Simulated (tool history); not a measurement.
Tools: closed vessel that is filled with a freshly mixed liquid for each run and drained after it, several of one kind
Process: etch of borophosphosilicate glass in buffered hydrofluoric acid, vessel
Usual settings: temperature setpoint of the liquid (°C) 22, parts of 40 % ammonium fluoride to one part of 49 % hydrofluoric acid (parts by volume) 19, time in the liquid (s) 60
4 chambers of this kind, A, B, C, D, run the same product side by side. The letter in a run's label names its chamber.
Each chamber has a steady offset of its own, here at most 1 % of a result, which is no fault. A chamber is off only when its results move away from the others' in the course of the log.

run     day  temperature setpoint of the liquid (°C)  parts of 40 % ammonium fluoride to one part of 49 % hydrofluoric acid (parts by volume)  time in the liquid (s)  read-back film thickness of the borophosphosilicate glass reference wafer, read on the same gauge (nm)  thickness taken off the borophosphosilicate glass on a monitor wafer (angstrom)
 1C   0.475                                       22                                                                                       19                      60                                                                                                     110                                                                           404.46
 2D   0.921                                       22                                                                                       19                      60                                                                                                     110                                                                           402.34
 3A   1.408                                       22                                                                                       19                      60                                                                                                  110.02                                                                           401.91
 4B   1.938                                       22                                                                                       19                      60                                                                                                     110                                                                           403.03
 5D   2.171                                     23.5                                                                                     13.5                      60                                                                                                  109.99                                                                           620.43
 6B   2.633                                     23.5                                                                                     13.5                      60                                                                                                  109.99                                                                            614.3
 7A   2.946                                     23.5                                                                                     13.5                      60                                                                                                     110                                                                           616.44
 8C   3.183                                     23.5                                                                                     13.5                      60                                                                                                  109.99                                                                           614.43
 9A   3.525                                       22                                                                                       19                      60                                                                                                  110.03                                                                           408.98
10B   4.038                                       22                                                                                       19                      60                                                                                                  109.99                                                                            405.3
11D   4.342                                       22                                                                                       19                      60                                                                                                  109.99                                                                           409.69
12C   4.704                                       22                                                                                       19                      60                                                                                                  109.97                                                                           407.79
13C   5.175                                       22                                                                                       19                      60                                                                                                  110.01                                                                           410.55
14D   5.421                                       22                                                                                       19                      60                                                                                                     110                                                                           408.47
15B   5.688                                       22                                                                                       19                      60                                                                                                  109.99                                                                           405.42
16A   6.179                                       26                                                                                       19                      50                                                                                                  110.01                                                                           419.04
17D   6.488                                       26                                                                                       19                      50                                                                                                     110                                                                           415.51
18A   6.746                                       26                                                                                       19                      50                                                                                                  110.01                                                                           415.53
19C   6.996                                       26                                                                                       19                      50                                                                                                  109.98                                                                           419.73
20B   7.442                                       22                                                                                       19                      60                                                                                                  110.01                                                                           406.59
21B   7.821                                       22                                                                                       19                      60                                                                                                  110.01                                                                           403.99
22C   8.175                                       22                                                                                       19                      60                                                                                                     110                                                                           403.05
23A   8.675                                       22                                                                                       19                      60                                                                                                  109.99                                                                           405.05
24D   9.042                                       22                                                                                       19                      60                                                                                                     110                                                                            406.1
25A    9.35                                       22                                                                                       19                      60                                                                                                  109.99                                                                           405.64
26B   9.683                                       22                                                                                       19                      60                                                                                                  109.99                                                                           408.76
27C  10.179                                       26                                                                                     16.5                      60                                                                                                  109.97                                                                           575.28
28D  10.596                                       26                                                                                     16.5                      60                                                                                                     110                                                                           583.63

What goes on in this fleet: one chamber off, a drifting gauge, or nothing beyond the chambers' own small offsets? Name the chamber and the cause, if any.

No chamber stands off beyond its own small offset, and the gauge holds steady.
